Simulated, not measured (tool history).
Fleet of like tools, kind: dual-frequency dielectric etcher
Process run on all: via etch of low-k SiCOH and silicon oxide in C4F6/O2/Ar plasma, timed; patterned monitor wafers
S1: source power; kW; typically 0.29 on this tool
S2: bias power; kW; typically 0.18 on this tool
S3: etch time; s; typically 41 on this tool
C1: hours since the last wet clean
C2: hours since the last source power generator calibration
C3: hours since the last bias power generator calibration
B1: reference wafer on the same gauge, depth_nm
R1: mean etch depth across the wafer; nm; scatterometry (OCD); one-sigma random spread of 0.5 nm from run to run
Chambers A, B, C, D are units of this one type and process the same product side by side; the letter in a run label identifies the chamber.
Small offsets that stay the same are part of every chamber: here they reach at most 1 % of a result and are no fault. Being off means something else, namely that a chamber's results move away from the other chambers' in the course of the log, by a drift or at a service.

Run 1D, hour 7.4: usual settings; C1 309.8; C2 674.8; C3 1537.6; B1 108.85. Result: R1 93.287 nm.
Run 2A, hour 17.1: usual settings; C1 420.8; C2 2439.1; C3 3089.4; B1 108.69. Result: R1 94.453 nm.
Run 3B, hour 29.1: usual settings; C1 299.2; C2 956.1; C3 808.3; B1 108.62. Result: R1 93.855 nm.
Run 4C, hour 41.2: usual settings; C1 226; C2 1208.8; C3 519.6; B1 108.76. Result: R1 94.953 nm.
Run 5B, hour 53.7: usual settings but S3 50 s; C1 323.8; C2 980.7; C3 832.9; B1 108.55. Result: R1 114.84 nm.
Run 6A, hour 65.4: usual settings but S3 50 s; C1 469.1; C2 2487.4; C3 3137.7; B1 108.55. Result: R1 114.46 nm.
Run 7D, hour 71.9: usual settings but S3 50 s; C1 374.3; C2 739.3; C3 1602.1; B1 108.55. Result: R1 114.55 nm.
Run 8C, hour 79.4: usual settings but S3 50 s; C1 264.2; C2 1247; C3 557.8; B1 108.66. Result: R1 116.12 nm.
Run 9D, hour 90.9: usual settings; C1 393.3; C2 758.3; C3 1621.1; B1 108.66. Result: R1 94.671 nm.
At hour 94.5: chamber B: wet clean of the chamber.
Run 10A, hour 101.7: usual settings; C1 505.4; C2 2523.7; C3 3174; B1 108.66. Result: R1 93.34 nm.
Run 11C, hour 107.8: usual settings but S1 0.25 kW, S2 0.161 kW; C1 292.6; C2 1275.4; C3 586.2; B1 108.7. Result: R1 85.833 nm.
Run 12B, hour 119.4: usual settings but S1 0.25 kW, S2 0.161 kW; C1 25; C2 1046.4; C3 898.6; B1 108.78. Result: R1 85.505 nm.
Run 13C, hour 129.9: usual settings but S1 0.25 kW, S2 0.161 kW; C1 314.7; C2 1297.5; C3 608.3; B1 108.69. Result: R1 86.351 nm.
Run 14D, hour 137.3: usual settings but S1 0.25 kW, S2 0.161 kW; C1 439.7; C2 804.7; C3 1667.5; B1 108.66. Result: R1 85.729 nm.
Run 15B, hour 144: usual settings; C1 49.6; C2 1071; C3 923.2; B1 108.66. Result: R1 93.924 nm.
Run 16A, hour 155.5: usual settings; C1 559.2; C2 2577.5; C3 3227.8; B1 108.63. Result: R1 93.64 nm.
At hour 164.3: chamber C: wet clean of the chamber.
Run 17B, hour 166.6: usual settings; C1 72.2; C2 1093.6; C3 945.8; B1 108.5. Result: R1 94.739 nm.
Run 18D, hour 173.5: usual settings; C1 475.9; C2 840.9; C3 1703.7; B1 108.75. Result: R1 95.27 nm.
Run 19A, hour 180.6: usual settings; C1 584.3; C2 2602.6; C3 3252.9; B1 108.68. Result: R1 94.208 nm.
Run 20C, hour 190.9: usual settings; C1 26.6; C2 1358.5; C3 669.3; B1 108.66. Result: R1 95.259 nm.
Run 21C, hour 200.1: usual settings but S2 0.209 kW; C1 35.8; C2 1367.7; C3 678.5; B1 108.63. Result: R1 98.885 nm.
Run 22A, hour 208.7: usual settings but S2 0.209 kW; C1 612.4; C2 2630.7; C3 3281; B1 108.72. Result: R1 97.943 nm.
At hour 212.5: chamber A: wet clean of the chamber.
Run 23B, hour 220.5: usual settings but S2 0.209 kW; C1 126.1; C2 1147.5; C3 999.7; B1 108.66. Result: R1 98.265 nm.
Run 24D, hour 226.6: usual settings but S2 0.209 kW; C1 529; C2 894; C3 1756.8; B1 108.77. Result: R1 99.28 nm.
Run 25C, hour 232.7: usual settings; C1 68.4; C2 1400.3; C3 711.1; B1 108.47. Result: R1 94.641 nm.
Run 26D, hour 240.9: usual settings; C1 543.3; C2 908.3; C3 1771.1; B1 108.67. Result: R1 94.015 nm.
Run 27B, hour 249.7: usual settings; C1 155.3; C2 1176.7; C3 1028.9; B1 108.81. Result: R1 94.743 nm.
Run 28A, hour 259.9: usual settings; C1 47.5; C2 2681.9; C3 3332.2; B1 108.77. Result: R1 93.87 nm.
Run 29B, hour 269.1: usual settings; C1 174.7; C2 1196.1; C3 1048.3; B1 108.75. Result: R1 93.847 nm.
Run 30C, hour 282.4: usual settings but S3 35 s; C1 118.1; C2 1450; C3 760.8; B1 108.64. Result: R1 80.954 nm.
Run 31D, hour 292.8: usual settings but S3 35 s; C1 595.2; C2 960.2; C3 1823; B1 108.7. Result: R1 79.977 nm.
Run 32A, hour 305: usual settings but S3 35 s; C1 92.6; C2 2727; C3 3377.3; B1 108.75. Result: R1 79.005 nm.
Run 33A, hour 314.7: usual settings but S3 35 s; C1 102.3; C2 2736.7; C3 3387; B1 108.7. Result: R1 80.021 nm.
At hour 315.5: chamber D: wet clean of the chamber.
Run 34D, hour 321.4: usual settings; C1 5.9; C2 988.8; C3 1851.6; B1 108.74. Result: R1 93.508 nm.
Run 35B, hour 329.2: usual settings; C1 234.8; C2 1256.2; C3 1108.4; B1 108.61. Result: R1 94.363 nm.
At hour 338.6: chamber A: bias power generator calibrated.
Run 36C, hour 342: usual settings; C1 177.7; C2 1509.6; C3 820.4; B1 108.67. Result: R1 94.558 nm.
Run 37B, hour 355.7: usual settings but S2 0.144 kW, S3 49 s; C1 261.3; C2 1282.7; C3 1134.9; B1 108.74. Result: R1 105.45 nm.
At hour 358.8: chamber D: bias power generator calibrated.
Run 38A, hour 367.1: usual settings but S2 0.144 kW, S3 49 s; C1 154.7; C2 2789.1; C3 28.6; B1 108.72. Result: R1 103.69 nm.
Run 39D, hour 377.3: usual settings but S2 0.144 kW, S3 49 s; C1 61.8; C2 1044.7; C3 18.6; B1 108.64. Result: R1 104.26 nm.
Run 40C, hour 385: usual settings but S2 0.144 kW, S3 49 s; C1 220.7; C2 1552.6; C3 863.4; B1 108.64. Result: R1 105.47 nm.

For the next run the whole fleet of 4 chambers uses the same settings. Give each chamber's results:
Run 41A, hour 394.9: usual settings but S2 0.204 kW. Result: R1 ?.
Run 41B, hour 394.9: usual settings but S2 0.204 kW. Result: R1 ?.
Run 41C, hour 394.9: usual settings but S2 0.204 kW. Result: R1 ?.
Run 41D, hour 394.9: usual settings but S2 0.204 kW. Result: R1 ?.

run      R1
41A  97.757
41B  97.401
41C  99.004
41D  98.367
